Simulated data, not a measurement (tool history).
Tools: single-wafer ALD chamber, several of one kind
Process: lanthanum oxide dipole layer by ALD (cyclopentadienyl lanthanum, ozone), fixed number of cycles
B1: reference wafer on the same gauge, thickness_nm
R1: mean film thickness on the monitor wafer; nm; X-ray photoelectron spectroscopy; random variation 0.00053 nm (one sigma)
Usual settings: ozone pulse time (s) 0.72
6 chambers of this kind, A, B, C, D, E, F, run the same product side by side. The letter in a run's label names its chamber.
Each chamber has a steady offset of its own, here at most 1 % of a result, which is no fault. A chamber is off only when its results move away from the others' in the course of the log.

{"run": "1A", "hour": 4.2, "ozone pulse time (s)": 0.72, "B1": 0.37382, "R1": 0.44011}
{"run": "2B", "hour": 11.4, "ozone pulse time (s)": 0.72, "B1": 0.37399, "R1": 0.44106}
{"run": "3C", "hour": 15.0, "ozone pulse time (s)": 0.72, "B1": 0.37387, "R1": 0.43756}
{"run": "4D", "hour": 21.2, "ozone pulse time (s)": 0.72, "B1": 0.37377, "R1": 0.44119}
{"run": "5E", "hour": 27.3, "ozone pulse time (s)": 0.72, "B1": 0.37381, "R1": 0.43881}
{"run": "6F", "hour": 32.3, "ozone pulse time (s)": 0.72, "B1": 0.37382, "R1": 0.43969}
{"run": "7E", "hour": 36.1, "ozone pulse time (s)": 0.72, "B1": 0.37373, "R1": 0.43911}
{"run": "8A", "hour": 40.4, "ozone pulse time (s)": 0.72, "B1": 0.37363, "R1": 0.43863}
{"run": "9F", "hour": 44.4, "ozone pulse time (s)": 0.72, "B1": 0.37372, "R1": 0.43897}
{"run": "10C", "hour": 47.9, "ozone pulse time (s)": 0.72, "B1": 0.37351, "R1": 0.43698}
{"run": "11D", "hour": 51.8, "ozone pulse time (s)": 0.72, "B1": 0.37343, "R1": 0.44041}
{"run": "12B", "hour": 55.6, "ozone pulse time (s)": 0.72, "B1": 0.37359, "R1": 0.44075}
{"run": "13D", "hour": 59.2, "ozone pulse time (s)": 0.72, "B1": 0.37357, "R1": 0.44143}
{"run": "14C", "hour": 63.3, "ozone pulse time (s)": 0.85, "B1": 0.37337, "R1": 0.46852}
{"run": "15A", "hour": 70.4, "ozone pulse time (s)": 0.85, "B1": 0.37344, "R1": 0.47069}
{"run": "16B", "hour": 77.2, "ozone pulse time (s)": 0.85, "B1": 0.37324, "R1": 0.47253}
{"run": "17F", "hour": 84.3, "ozone pulse time (s)": 0.85, "B1": 0.3733, "R1": 0.47073}
{"run": "18E", "hour": 87.8, "ozone pulse time (s)": 0.85, "B1": 0.37318, "R1": 0.47082}
{"run": "19C", "hour": 92.7, "ozone pulse time (s)": 0.85, "B1": 0.37324, "R1": 0.46879}
{"run": "20A", "hour": 97.5, "ozone pulse time (s)": 0.84, "B1": 0.37323, "R1": 0.46892}
{"run": "21B", "hour": 102.5, "ozone pulse time (s)": 0.84, "B1": 0.37317, "R1": 0.47002}
{"hour": 105.8, "done": "chamber B: thermocouple changed; heater temperature recalibrated"}
{"run": "22E", "hour": 108.2, "ozone pulse time (s)": 0.84, "B1": 0.37302, "R1": 0.46632}
{"run": "23F", "hour": 112.2, "ozone pulse time (s)": 0.84, "B1": 0.373, "R1": 0.46771}
{"run": "24D", "hour": 116.3, "ozone pulse time (s)": 0.84, "B1": 0.373, "R1": 0.47032}
{"run": "25E", "hour": 120.5, "ozone pulse time (s)": 0.84, "B1": 0.37304, "R1": 0.4663}
{"run": "26B", "hour": 125.0, "ozone pulse time (s)": 0.72, "B1": 0.37296, "R1": 0.43932}
{"run": "27C", "hour": 129.0, "ozone pulse time (s)": 0.72, "B1": 0.37289, "R1": 0.43652}
{"run": "28D", "hour": 132.5, "ozone pulse time (s)": 0.87, "B1": 0.37281, "R1": 0.47595}
{"run": "29A", "hour": 138.3, "ozone pulse time (s)": 0.87, "B1": 0.37285, "R1": 0.4736}
{"run": "30F", "hour": 142.7, "ozone pulse time (s)": 0.87, "B1": 0.37268, "R1": 0.47446}
{"hour": 143.3, "done": "chamber E: thermocouple changed; heater temperature recalibrated"}
{"run": "31A", "hour": 148.3, "ozone pulse time (s)": 0.87, "B1": 0.3727, "R1": 0.47355}
{"run": "32B", "hour": 154.4, "ozone pulse time (s)": 0.87, "B1": 0.37273, "R1": 0.47595}
{"run": "33E", "hour": 162.2, "ozone pulse time (s)": 0.87, "B1": 0.37261, "R1": 0.47291}
{"run": "34D", "hour": 166.7, "ozone pulse time (s)": 0.45, "B1": 0.37253, "R1": 0.34021}
{"run": "35C", "hour": 172.1, "ozone pulse time (s)": 0.45, "B1": 0.37254, "R1": 0.33711}
{"run": "36F", "hour": 176.1, "ozone pulse time (s)": 0.45, "B1": 0.3725, "R1": 0.33826}
{"run": "37F", "hour": 182.9, "ozone pulse time (s)": 0.45, "B1": 0.3725, "R1": 0.33794}
{"run": "38A", "hour": 189.3, "ozone pulse time (s)": 0.45, "B1": 0.37236, "R1": 0.33762}
{"run": "39E", "hour": 196.2, "ozone pulse time (s)": 0.45, "B1": 0.3724, "R1": 0.34159}
{"run": "40B", "hour": 203.6, "ozone pulse time (s)": 0.72, "B1": 0.37229, "R1": 0.43938}
{"run": "41C", "hour": 207.9, "ozone pulse time (s)": 0.72, "B1": 0.37236, "R1": 0.4364}
{"run": "42D", "hour": 212.7, "ozone pulse time (s)": 0.72, "B1": 0.37212, "R1": 0.43872}

Is one chamber off against the others, does the gauge drift, or is nothing wrong? If a chamber is off, say which, and what the likeliest cause is.

The gauge drifts, so all chambers seem to drift together. No chamber is off.
Cause: gauge reads low (%) = 0.492.

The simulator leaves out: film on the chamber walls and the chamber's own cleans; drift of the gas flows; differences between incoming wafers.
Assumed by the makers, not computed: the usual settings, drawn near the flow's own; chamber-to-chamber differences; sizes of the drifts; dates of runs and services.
